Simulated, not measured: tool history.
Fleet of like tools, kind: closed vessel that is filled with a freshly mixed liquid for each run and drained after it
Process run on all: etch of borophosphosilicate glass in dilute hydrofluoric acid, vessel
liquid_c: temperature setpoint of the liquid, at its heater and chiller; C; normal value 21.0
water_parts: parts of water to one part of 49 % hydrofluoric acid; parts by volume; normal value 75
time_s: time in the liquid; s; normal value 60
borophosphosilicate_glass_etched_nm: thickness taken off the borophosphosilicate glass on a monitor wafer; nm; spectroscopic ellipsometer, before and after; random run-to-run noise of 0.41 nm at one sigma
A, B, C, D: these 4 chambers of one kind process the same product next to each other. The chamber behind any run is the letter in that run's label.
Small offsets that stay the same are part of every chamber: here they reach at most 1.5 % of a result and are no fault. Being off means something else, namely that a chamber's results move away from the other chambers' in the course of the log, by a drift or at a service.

| run | hour | liquid_c | water_parts | time_s | read-back film thickness of the borophosphosilicate glass reference wafer, read on the same gauge (nm) | borophosphosilicate_glass_etched_nm |
|---|---|---|---|---|---|---|
| 1A | 6.9 | 21.0 | 75 | 60 | 100.000 | 42.083 |
| 2D | 14.0 | 21.0 | 75 | 60 | 99.977 | 40.839 |
| 3B | 18.6 | 21.0 | 75 | 60 | 100.000 | 41.643 |
| 4C | 26.7 | 21.0 | 75 | 60 | 100.030 | 40.970 |
|  | 30.6 | chamber A: thermometer replaced |
| 5B | 32.9 | 21.0 | 75 | 60 | 99.996 | 42.725 |
| 6C | 38.6 | 21.0 | 55 | 30 | 99.993 | 27.657 |
| 7D | 44.9 | 21.0 | 55 | 30 | 100.010 | 28.524 |
| 8A | 49.3 | 21.0 | 55 | 30 | 99.995 | 28.646 |
| 9D | 53.2 | 21.0 | 55 | 30 | 99.980 | 28.122 |
| 10B | 59.7 | 21.0 | 75 | 60 | 100.010 | 40.990 |
| 11C | 64.5 | 21.0 | 75 | 60 | 100.010 | 39.610 |
| 12A | 68.9 | 21.0 | 75 | 60 | 100.030 | 41.342 |
| 13A | 72.6 | 21.0 | 75 | 60 | 99.994 | 41.790 |
| 14C | 76.9 | 21.0 | 75 | 60 | 100.030 | 39.863 |
| 15B | 82.9 | 25.5 | 55 | 60 | 99.998 | 69.331 |
| 16D | 88.5 | 25.5 | 55 | 60 | 100.000 | 68.758 |
| 17B | 93.1 | 25.5 | 55 | 60 | 100.010 | 69.889 |
| 18A | 100.4 | 25.5 | 55 | 60 | 100.000 | 68.944 |
| 19D | 106.7 | 21.0 | 75 | 60 | 99.975 | 40.960 |
| 20C | 112.9 | 21.0 | 75 | 60 | 99.982 | 39.032 |
| 21D | 116.9 | 21.0 | 75 | 60 | 100.010 | 40.755 |
| 22C | 122.3 | 21.0 | 75 | 60 | 99.977 | 38.744 |
| 23A | 129.9 | 21.0 | 75 | 50 | 99.998 | 33.693 |
| 24B | 136.7 | 21.0 | 75 | 50 | 99.994 | 34.279 |
| 25D | 144.7 | 21.0 | 75 | 50 | 100.000 | 33.882 |
| 26C | 150.6 | 21.0 | 75 | 50 | 99.979 | 31.887 |
| 27A | 155.0 | 24.0 | 100 | 60 | 99.997 | 34.235 |
| 28B | 159.8 | 24.0 | 100 | 60 | 99.992 | 34.408 |
| 29A | 163.8 | 24.0 | 100 | 60 | 100.010 | 34.099 |
| 30D | 168.6 | 24.0 | 100 | 60 | 100.010 | 34.340 |
| 31B | 172.6 | 21.0 | 75 | 60 | 100.000 | 41.985 |
| 32C | 180.6 | 21.0 | 110 | 60 | 99.993 | 24.913 |
| 33A | 184.8 | 21.0 | 110 | 60 | 99.988 | 27.378 |
| 34B | 190.1 | 21.0 | 110 | 60 | 99.997 | 27.257 |
| 35D | 197.1 | 21.0 | 110 | 60 | 100.020 | 27.080 |
| 36C | 205.4 | 21.0 | 35 | 85 | 100.000 | 117.510 |
| 37D | 211.4 | 21.0 | 35 | 85 | 99.986 | 130.250 |
| 38C | 218.8 | 21.0 | 35 | 85 | 100.010 | 118.070 |
| 39A | 226.4 | 21.0 | 35 | 85 | 99.988 | 130.040 |
| 40B | 233.9 | 21.0 | 75 | 90 | 99.991 | 62.247 |

Decide between three cases: one chamber stands off from its peers, the gauge reading all wafers drifts, or nothing is wrong past each chamber's small offset. Where a chamber is off, say which and what most likely put it there.

Little by little, chamber C moves away from the other chambers.
Cause: hydrofluoric acid flow below the setpoint (%) = 9.54.
The log may not tell that from: liquid colder than its thermometer reads (K).

Below are 4 candidate recipes for chamber C's next run, each the usual settings with a change, their results shown as question marks. Which of them brings C's results back in line with what the other chambers give on the usual settings?
Maximum distance from the other chambers' mean on the usual settings for a result to count as in line: borophosphosilicate_glass_etched_nm 1.400 nm
| 41C-1 | 239.9 | 21.0 | 85 | 60 |  | ? |
| 41C-2 | 239.9 | 26.0 | 75 | 60 |  | ? |
| 41C-3 | 239.9 | 24.0 | 75 | 60 |  | ? |
| 41C-4 | 239.9 | 21.0 | 90 | 60 |  | ? |

Other chambers, usual settings, mean: borophosphosilicate_glass_etched_nm 41.388 nm
| run | borophosphosilicate_glass_etched_nm |
|---|---|
| 41C-1 | 31.882 |
| 41C-2 | 44.685 |
| 41C-3 | 41.268 |
| 41C-4 | 29.947 |
The right change is 41C-3: it brings the chamber back within the allowed miss of the others.
